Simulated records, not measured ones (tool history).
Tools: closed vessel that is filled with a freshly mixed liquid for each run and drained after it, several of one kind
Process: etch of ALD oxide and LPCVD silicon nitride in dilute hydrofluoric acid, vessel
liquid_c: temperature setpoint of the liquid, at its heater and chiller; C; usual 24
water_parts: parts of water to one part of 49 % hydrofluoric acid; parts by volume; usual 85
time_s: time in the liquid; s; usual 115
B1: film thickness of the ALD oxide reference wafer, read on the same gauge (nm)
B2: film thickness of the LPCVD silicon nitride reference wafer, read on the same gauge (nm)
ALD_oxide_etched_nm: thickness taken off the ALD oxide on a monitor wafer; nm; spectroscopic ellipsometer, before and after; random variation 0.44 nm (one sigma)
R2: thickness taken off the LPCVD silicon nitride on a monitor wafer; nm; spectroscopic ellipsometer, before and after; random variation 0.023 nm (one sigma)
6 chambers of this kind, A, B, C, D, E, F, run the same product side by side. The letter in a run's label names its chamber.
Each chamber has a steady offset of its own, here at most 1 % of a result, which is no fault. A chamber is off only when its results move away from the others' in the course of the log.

run 1A hour=7 | liquid_c=24 water_parts=85 time_s=115 | B1=110.03 B2=49.999 | ALD_oxide_etched_nm=44.565 R2=0.66069
run 2E hour=18.3 | liquid_c=24 water_parts=85 time_s=115 | B1=110 B2=49.997 | ALD_oxide_etched_nm=45.183 R2=0.66335
-- hour=24.9 chamber C: hydrofluoric acid flow meter replaced
run 3D hour=30.1 | liquid_c=24 water_parts=85 time_s=115 | B1=110 B2=50.024 | ALD_oxide_etched_nm=45.529 R2=0.67799
run 4F hour=41.9 | liquid_c=24 water_parts=85 time_s=115 | B1=110.01 B2=49.999 | ALD_oxide_etched_nm=44.286 R2=0.65896
run 5B hour=52.2 | liquid_c=24 water_parts=85 time_s=115 | B1=109.98 B2=49.991 | ALD_oxide_etched_nm=45.544 R2=0.65176
run 6C hour=59 | liquid_c=26.5 water_parts=85 time_s=115 | B1=110.01 B2=49.989 | ALD_oxide_etched_nm=49.242 R2=0.7491
run 7C hour=71.6 | liquid_c=26.5 water_parts=85 time_s=115 | B1=109.98 B2=49.998 | ALD_oxide_etched_nm=49.527 R2=0.8073
run 8F hour=83.1 | liquid_c=26.5 water_parts=85 time_s=115 | B1=110.01 B2=49.989 | ALD_oxide_etched_nm=49.312 R2=0.75169
run 9D hour=94.4 | liquid_c=26.5 water_parts=85 time_s=115 | B1=110.01 B2=50.011 | ALD_oxide_etched_nm=50.436 R2=0.8383
run 10B hour=103.8 | liquid_c=26.5 water_parts=85 time_s=115 | B1=109.99 B2=50.02 | ALD_oxide_etched_nm=50.952 R2=0.73004
run 11A hour=115.4 | liquid_c=26.5 water_parts=85 time_s=115 | B1=110.01 B2=50.002 | ALD_oxide_etched_nm=50.279 R2=0.76532
run 12E hour=123.3 | liquid_c=24 water_parts=85 time_s=115 | B1=109.98 B2=49.996 | ALD_oxide_etched_nm=43.094 R2=0.64352
run 13E hour=136.2 | liquid_c=24 water_parts=85 time_s=115 | B1=110 B2=50.014 | ALD_oxide_etched_nm=44.103 R2=0.57959
run 14A hour=143.3 | liquid_c=24 water_parts=85 time_s=115 | B1=110 B2=50.009 | ALD_oxide_etched_nm=44.43 R2=0.66494
run 15C hour=150.5 | liquid_c=24 water_parts=85 time_s=115 | B1=109.98 B2=49.988 | ALD_oxide_etched_nm=45.265 R2=0.6278
run 16D hour=160 | liquid_c=24 water_parts=85 time_s=115 | B1=109.99 B2=49.981 | ALD_oxide_etched_nm=45.568 R2=0.68868
-- hour=166.2 chamber B: thermometer replaced
-- hour=166.2 chamber D: thermometer replaced
-- hour=171.2 chamber F: hydrofluoric acid flow meter replaced
run 17F hour=172.2 | liquid_c=24 water_parts=85 time_s=115 | B1=110.02 B2=50.028 | ALD_oxide_etched_nm=44.459 R2=0.65995
run 18B hour=181.2 | liquid_c=24 water_parts=85 time_s=115 | B1=110 B2=49.981 | ALD_oxide_etched_nm=45.558 R2=0.68252
run 19E hour=191.1 | liquid_c=22.5 water_parts=85 time_s=80 | B1=109.96 B2=50.001 | ALD_oxide_etched_nm=27.99 R2=0.39845
run 20B hour=200.6 | liquid_c=22.5 water_parts=85 time_s=80 | B1=109.96 B2=49.996 | ALD_oxide_etched_nm=29.886 R2=0.40752
run 21C hour=213.9 | liquid_c=22.5 water_parts=85 time_s=80 | B1=110 B2=49.979 | ALD_oxide_etched_nm=28.84 R2=0.41247
-- hour=218.4 chamber F: thermometer replaced
run 22A hour=223.2 | liquid_c=22.5 water_parts=85 time_s=80 | B1=109.99 B2=50.014 | ALD_oxide_etched_nm=29.085 R2=0.44384
run 23D hour=231.8 | liquid_c=22.5 water_parts=85 time_s=80 | B1=110 B2=50.004 | ALD_oxide_etched_nm=29.532 R2=0.39554
run 24F hour=242.1 | liquid_c=22.5 water_parts=85 time_s=80 | B1=110 B2=50.001 | ALD_oxide_etched_nm=28.87 R2=0.41241
run 25E hour=254.6 | liquid_c=24 water_parts=85 time_s=115 | B1=110.01 B2=49.991 | ALD_oxide_etched_nm=42.107 R2=0.60764
run 26C hour=265 | liquid_c=24 water_parts=85 time_s=115 | B1=109.99 B2=50.02 | ALD_oxide_etched_nm=44.713 R2=0.62959
run 27F hour=273.9 | liquid_c=24 water_parts=85 time_s=115 | B1=110 B2=49.99 | ALD_oxide_etched_nm=44.984 R2=0.68225
run 28D hour=280.6 | liquid_c=24 water_parts=85 time_s=115 | B1=109.99 B2=50.008 | ALD_oxide_etched_nm=45.089 R2=0.63545
run 29B hour=291.1 | liquid_c=24 water_parts=120 time_s=115 | B1=109.97 B2=50.01 | ALD_oxide_etched_nm=30.653 R2=0.48083
run 30A hour=304 | liquid_c=24 water_parts=120 time_s=115 | B1=110.01 B2=49.988 | ALD_oxide_etched_nm=30.593 R2=0.45952
run 31B hour=311.3 | liquid_c=24 water_parts=120 time_s=115 | B1=110.01 B2=49.992 | ALD_oxide_etched_nm=30.467 R2=0.47676
run 32A hour=317.9 | liquid_c=24 water_parts=120 time_s=115 | B1=110.01 B2=49.993 | ALD_oxide_etched_nm=30.749 R2=0.4537
run 33C hour=327.8 | liquid_c=24 water_parts=120 time_s=115 | B1=110.01 B2=50.005 | ALD_oxide_etched_nm=30.727 R2=0.48219
run 34D hour=341.3 | liquid_c=24 water_parts=120 time_s=115 | B1=109.96 B2=50.026 | ALD_oxide_etched_nm=31.23 R2=0.49164
run 35F hour=354.8 | liquid_c=24 water_parts=85 time_s=115 | B1=110.01 B2=50.001 | ALD_oxide_etched_nm=44.675 R2=0.6404
run 36E hour=367 | liquid_c=24 water_parts=85 time_s=115 | B1=109.99 B2=49.996 | ALD_oxide_etched_nm=40.794 R2=0.5664
run 37F hour=381.7 | liquid_c=24 water_parts=85 time_s=115 | B1=110.01 B2=49.994 | ALD_oxide_etched_nm=44.73 R2=0.64803
-- hour=388.2 chamber D: hydrofluoric acid flow meter replaced
run 38A hour=390.1 | liquid_c=24 water_parts=85 time_s=115 | B1=110.02 B2=50.001 | ALD_oxide_etched_nm=44.956 R2=0.64501
run 39D hour=398.1 | liquid_c=24 water_parts=85 time_s=115 | B1=110.03 B2=50.007 | ALD_oxide_etched_nm=45.108 R2=0.67352
run 40B hour=406.2 | liquid_c=24 water_parts=85 time_s=165 | B1=110.01 B2=50.011 | ALD_oxide_etched_nm=65.153 R2=0.96258
run 41E hour=415 | liquid_c=24 water_parts=85 time_s=165 | B1=110.02 B2=49.994 | ALD_oxide_etched_nm=57.53 R2=0.81351
run 42C hour=428.3 | liquid_c=24 water_parts=85 time_s=165 | B1=109.99 B2=49.987 | ALD_oxide_etched_nm=65.275 R2=0.98809
run 43E hour=443.1 | liquid_c=24 water_parts=85 time_s=165 | B1=109.98 B2=49.997 | ALD_oxide_etched_nm=57.623 R2=0.82005

Next, every chamber runs the same settings. What will each give?
run 44A hour=453.7 | liquid_c=24 water_parts=85 time_s=115 | ALD_oxide_etched_nm=? R2=?
run 44B hour=453.7 | liquid_c=24 water_parts=85 time_s=115 | ALD_oxide_etched_nm=? R2=?
run 44C hour=453.7 | liquid_c=24 water_parts=85 time_s=115 | ALD_oxide_etched_nm=? R2=?
run 44D hour=453.7 | liquid_c=24 water_parts=85 time_s=115 | ALD_oxide_etched_nm=? R2=?
run 44E hour=453.7 | liquid_c=24 water_parts=85 time_s=115 | ALD_oxide_etched_nm=? R2=?
run 44F hour=453.7 | liquid_c=24 water_parts=85 time_s=115 | ALD_oxide_etched_nm=? R2=?

run=44A ALD_oxide_etched_nm=45.002 R2=0.65837
run=44B ALD_oxide_etched_nm=44.839 R2=0.65518
run=44C ALD_oxide_etched_nm=44.932 R2=0.62819
run=44D ALD_oxide_etched_nm=45.372 R2=0.63346
run=44E ALD_oxide_etched_nm=39.791 R2=0.60042
run=44F ALD_oxide_etched_nm=44.578 R2=0.66126
